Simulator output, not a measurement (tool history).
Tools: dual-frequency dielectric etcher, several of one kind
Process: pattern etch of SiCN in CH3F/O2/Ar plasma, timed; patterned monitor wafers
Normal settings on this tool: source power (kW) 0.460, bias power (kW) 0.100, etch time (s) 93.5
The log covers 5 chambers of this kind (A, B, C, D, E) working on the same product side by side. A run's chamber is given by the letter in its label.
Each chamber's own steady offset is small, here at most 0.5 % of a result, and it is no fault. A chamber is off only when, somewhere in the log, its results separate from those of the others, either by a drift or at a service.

run   hour  source power (kW)  bias power (kW)  etch time (s)  hours since the last wet clean  hours since the last source power generator calibration  hours since the last bias power generator calibration  read-back reference wafer on the same gauge, depth_nm  mean etch depth across the wafer (nm)
 1D    7.8              0.460            0.100           93.5                           240.1                                                   1210.3                                                 2030.0                                                 34.281                                 41.768
 2C   12.8              0.460            0.100           93.5                           103.1                                                   1779.9                                                  708.9                                                 34.299                                 41.803
 3E   22.5              0.460            0.100           93.5                           428.3                                                   1721.0                                                 4298.8                                                 34.290                                 41.864
 4A   28.2              0.460            0.100           93.5                           102.1                                                    179.1                                                 1051.8                                                 34.262                                 41.416
 5B   37.6              0.460            0.083           93.5                           519.7                                                   1108.4                                                  530.4                                                 34.272                                 39.121
 6A   45.2              0.460            0.083           93.5                           119.1                                                    196.1                                                 1068.8                                                 34.261                                 38.834
 7C   55.2              0.460            0.083           93.5                           145.5                                                   1822.3                                                  751.3                                                 34.309                                 38.944
 8E   62.6              0.460            0.083           93.5                           468.4                                                   1761.1                                                 4338.9                                                 34.312                                 38.934
 9D   72.5              0.460            0.083           93.5                           304.8                                                   1275.0                                                 2094.7                                                 34.317                                 38.771
10B   79.2              0.460            0.077          106.5                           561.3                                                   1150.0                                                  572.0                                                 34.293                                 43.232
      79.8  -- chamber E: bias power generator calibrated
      85.5  -- chamber B: wet clean of the chamber
11A   86.5              0.460            0.077          106.5                           160.4                                                    237.4                                                 1110.1                                                 34.284                                 43.150
12E   92.4              0.460            0.077          106.5                           498.2                                                   1790.9                                                   12.7                                                 34.279                                 43.261
13B  102.3              0.460            0.077          106.5                            16.9                                                   1173.1                                                  595.1                                                 34.300                                 43.209
14C  107.8              0.460            0.077          106.5                           198.1                                                   1874.9                                                  803.9                                                 34.289                                 43.334
15D  117.3              0.460            0.100           93.5                           349.6                                                   1319.8                                                 2139.5                                                 34.274                                 41.744
16E  124.8              0.460            0.100           93.5                           530.6                                                   1823.3                                                   45.1                                                 34.277                                 41.818
17A  134.6              0.460            0.100           93.5                           208.5                                                    285.5                                                 1158.2                                                 34.300                                 41.519
     135.9  -- chamber E: wet clean of the chamber
18D  145.7              0.460            0.087           68.5                           378.0                                                   1348.2                                                 2167.9                                                 34.300                                 29.000
19C  150.7              0.460            0.087           68.5                           241.0                                                   1917.8                                                  846.8                                                 34.293                                 29.094
20B  158.1              0.460            0.087           68.5                            72.7                                                   1228.9                                                  650.9                                                 34.288                                 29.046
21C  168.8              0.460            0.087           68.5                           259.1                                                   1935.9                                                  864.9                                                 34.327                                 29.106
22B  177.7              0.460            0.087           68.5                            92.3                                                   1248.5                                                  670.5                                                 34.295                                 28.967
23A  186.4              0.460            0.100           93.5                           260.3                                                    337.3                                                 1210.0                                                 34.319                                 41.591
24E  191.4              0.460            0.100           93.5                            55.5                                                   1889.9                                                  111.7                                                 34.294                                 41.895
25D  201.0              0.460            0.100           93.5                           433.3                                                   1403.5                                                 2223.2                                                 34.323                                 41.700
26E  209.5              0.460            0.100           93.5                            73.6                                                   1908.0                                                  129.8                                                 34.295                                 41.777
     211.3  -- chamber D: wet clean of the chamber
27B  218.6              0.460            0.100           93.5                           133.2                                                   1289.4                                                  711.4                                                 34.308                                 41.619
28A  225.4              0.460            0.100           93.5                           299.3                                                    376.3                                                 1249.0                                                 34.300                                 41.585
29C  233.8              0.460            0.100           93.5                           324.1                                                   2000.9                                                  929.9                                                 34.342                                 41.827
30D  243.8              0.460            0.100           93.5                            32.6                                                   1446.3                                                 2266.0                                                 34.303                                 41.547
31B  249.0              0.460            0.100           93.5                           163.6                                                   1319.8                                                  741.8                                                 34.298                                 41.670
32C  254.0              0.460            0.100           79.0                           344.3                                                   2021.1                                                  950.1                                                 34.315                                 35.210
33D  260.4              0.460            0.100           79.0                            49.2                                                   1462.9                                                 2282.6                                                 34.301                                 35.120
34A  266.8              0.460            0.100           79.0                           340.7                                                    417.7                                                 1290.4                                                 34.310                                 35.038

All 5 chambers run these settings next. Forecast each chamber's results:
35A  274.8              0.460            0.100           93.5                                                                                                                                                                                                                                             ?
35B  274.8              0.460            0.100           93.5                                                                                                                                                                                                                                             ?
35C  274.8              0.460            0.100           93.5                                                                                                                                                                                                                                             ?
35D  274.8              0.460            0.100           93.5                                                                                                                                                                                                                                             ?
35E  274.8              0.460            0.100           93.5                                                                                                                                                                                                                                             ?

run  mean etch depth across the wafer (nm)
35A                                 41.524
35B                                 41.452
35C                                 41.792
35D                                 41.522
35E                                 41.708

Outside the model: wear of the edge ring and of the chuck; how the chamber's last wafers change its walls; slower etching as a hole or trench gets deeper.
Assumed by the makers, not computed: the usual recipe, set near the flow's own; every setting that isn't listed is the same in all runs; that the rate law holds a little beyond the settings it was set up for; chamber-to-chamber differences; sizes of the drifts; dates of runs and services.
